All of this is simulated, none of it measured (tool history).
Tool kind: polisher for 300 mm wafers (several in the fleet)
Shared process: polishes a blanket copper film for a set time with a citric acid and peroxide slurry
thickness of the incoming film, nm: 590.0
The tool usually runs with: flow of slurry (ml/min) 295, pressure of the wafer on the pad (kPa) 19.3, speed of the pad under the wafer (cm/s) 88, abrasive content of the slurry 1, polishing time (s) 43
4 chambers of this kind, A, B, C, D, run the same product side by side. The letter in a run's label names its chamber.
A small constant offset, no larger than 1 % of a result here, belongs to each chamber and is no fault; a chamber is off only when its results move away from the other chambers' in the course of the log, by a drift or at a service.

run     day  flow of slurry (ml/min)  pressure of the wafer on the pad (kPa)  speed of the pad under the wafer (cm/s)  abrasive content of the slurry  polishing time (s)  film removed (angstrom)
 1B   0.283                      295                                    19.3                                       88                               1                  43                   730.11
 2D   0.721                      295                                    19.3                                       88                               1                  43                   723.93
      1.067  -- chamber C: worn pad replaced by a new one
 3C   1.196                      295                                    19.3                                       88                               1                  43                   722.73
      1.429  -- chamber B: worn pad replaced by a new one
      1.558  -- chamber A: worn pad replaced by a new one
 4A   1.729                      295                                    19.3                                       88                               1                  43                   724.89
 5A   2.092                      295                                    15.9                                       72                               1                  43                   494.08
 6C   2.504                      295                                    15.9                                       72                               1                  43                   500.64
 7D   2.838                      295                                    15.9                                       72                               1                  43                   500.01
 8B    3.15                      295                                    15.9                                       72                               1                  43                   498.96
 9C   3.442                      295                                    19.3                                       88                               1                  43                   727.15
      3.475  -- chamber D: worn pad replaced by a new one
10D   3.996                      295                                    19.3                                       88                               1                  43                   735.11
11A   4.408                      295                                    19.3                                       88                               1                  43                   718.14
12B   4.783                      295                                    24.8                                       88                               1                  43                   940.04
      4.879  -- chamber B: worn pad replaced by a new one
       5.15  -- chamber C: worn pad replaced by a new one
      5.171  -- chamber D: slurry nozzle cleaned
13B     5.3                      295                                    24.8                                       88                               1                  43                   944.09
14A   5.625                      295                                    24.8                                       88                               1                  43                   937.72
      5.704  -- chamber A: worn pad replaced by a new one
15D   5.933                      295                                    24.8                                       88                               1                  43                   915.87
16C    6.55                      295                                    19.3                                       88                               1                  43                   719.16
      6.862  -- chamber B: slurry blender recalibrated
17B   6.967                      295                                    19.3                                       88                               1                  43                   733.48
18A   7.592                      295                                    19.3                                       88                             1.1                  32                   549.68
      7.742  -- chamber D: worn pad replaced by a new one
19C   7.929                      295                                    19.3                                       88                             1.1                  32                   552.49
      8.333  -- chamber C: head pressure recalibrated
      8.417  -- chamber C: worn pad replaced by a new one
20D   8.425                      295                                    19.3                                       88                             1.1                  32                    553.1
21C   8.921                      295                                    19.3                                       88                             1.1                  32                   521.14
      9.029  -- chamber B: worn pad replaced by a new one
      9.504  -- chamber A: worn pad replaced by a new one
22D   9.521                      295                                    19.3                                       88                               1                  43                   730.11
      9.754  -- chamber A: slurry nozzle cleaned
      9.808  -- chamber A: head pressure recalibrated
23B  10.142                      295                                    19.3                                       88                               1                  43                   727.97
24A  10.533                      295                                    19.3                                       88                               1                  43                   728.66
25D  10.933                      295                                    19.3                                       88                               1                  43                   729.85
     11.367  -- chamber D: worn pad replaced by a new one
26B  11.533                      295                                    19.3                                       88                               1                  43                   723.42
     11.575  -- chamber A: slurry blender recalibrated
       11.7  -- chamber C: worn pad replaced by a new one
27A  12.004                      295                                    19.3                                       88                               1                  43                   728.39
     12.354  -- chamber D: head pressure recalibrated
28C  12.562                      295                                    19.3                                      100                             1.1                  43                   799.58
     12.833  -- chamber B: slurry nozzle cleaned
29C  13.183                      295                                    19.3                                      100                             1.1                  43                   800.93
     13.233  -- chamber A: worn pad replaced by a new one
     13.479  -- chamber C: slurry blender recalibrated
     13.488  -- chamber B: worn pad replaced by a new one
30A  13.538                      295                                    19.3                                      100                             1.1                  43                   848.49
31D  14.171                      295                                    19.3                                      100                             1.1                  43                    834.6
32B  14.592                      295                                    19.3                                       88                               1                  43                   725.48
33C  15.033                      295                                    19.3                                       88                               1                  43                   689.39
     15.383  -- chamber C: worn pad replaced by a new one
     15.471  -- chamber D: worn pad replaced by a new one
34B  15.546                      295                                    19.3                                       88                               1                  43                   728.54
35A  15.908                      295                                    19.3                                       88                            1.25                  56                   997.61
     16.475  -- chamber A: worn pad replaced by a new one
36D  16.533                      295                                    19.3                                       88                            1.25                  56                   1007.9
     17.033  -- chamber B: worn pad replaced by a new one
37A  17.042                      295                                    19.3                                       88                            1.25                  56                   993.91
38C  17.338                      295                                    19.3                                       88                            1.25                  56                   924.31
39B  17.692                      295                                    19.3                                       88                               1                  43                   727.58
40D  18.154                      295                                    19.3                                       88                               1                  43                   725.74

Each of the 4 chambers runs these same settings next. Fill in every chamber's results:
41A  18.617                      295                                    19.3                                       88                               1                  43                        ?
41B  18.617                      295                                    19.3                                       88                               1                  43                        ?
41C  18.617                      295                                    19.3                                       88                               1                  43                        ?
41D  18.617                      295                                    19.3                                       88                               1                  43                        ?

run  film removed (angstrom)
41A                   733.48
41B                   740.87
41C                   681.77
41D                   731.87

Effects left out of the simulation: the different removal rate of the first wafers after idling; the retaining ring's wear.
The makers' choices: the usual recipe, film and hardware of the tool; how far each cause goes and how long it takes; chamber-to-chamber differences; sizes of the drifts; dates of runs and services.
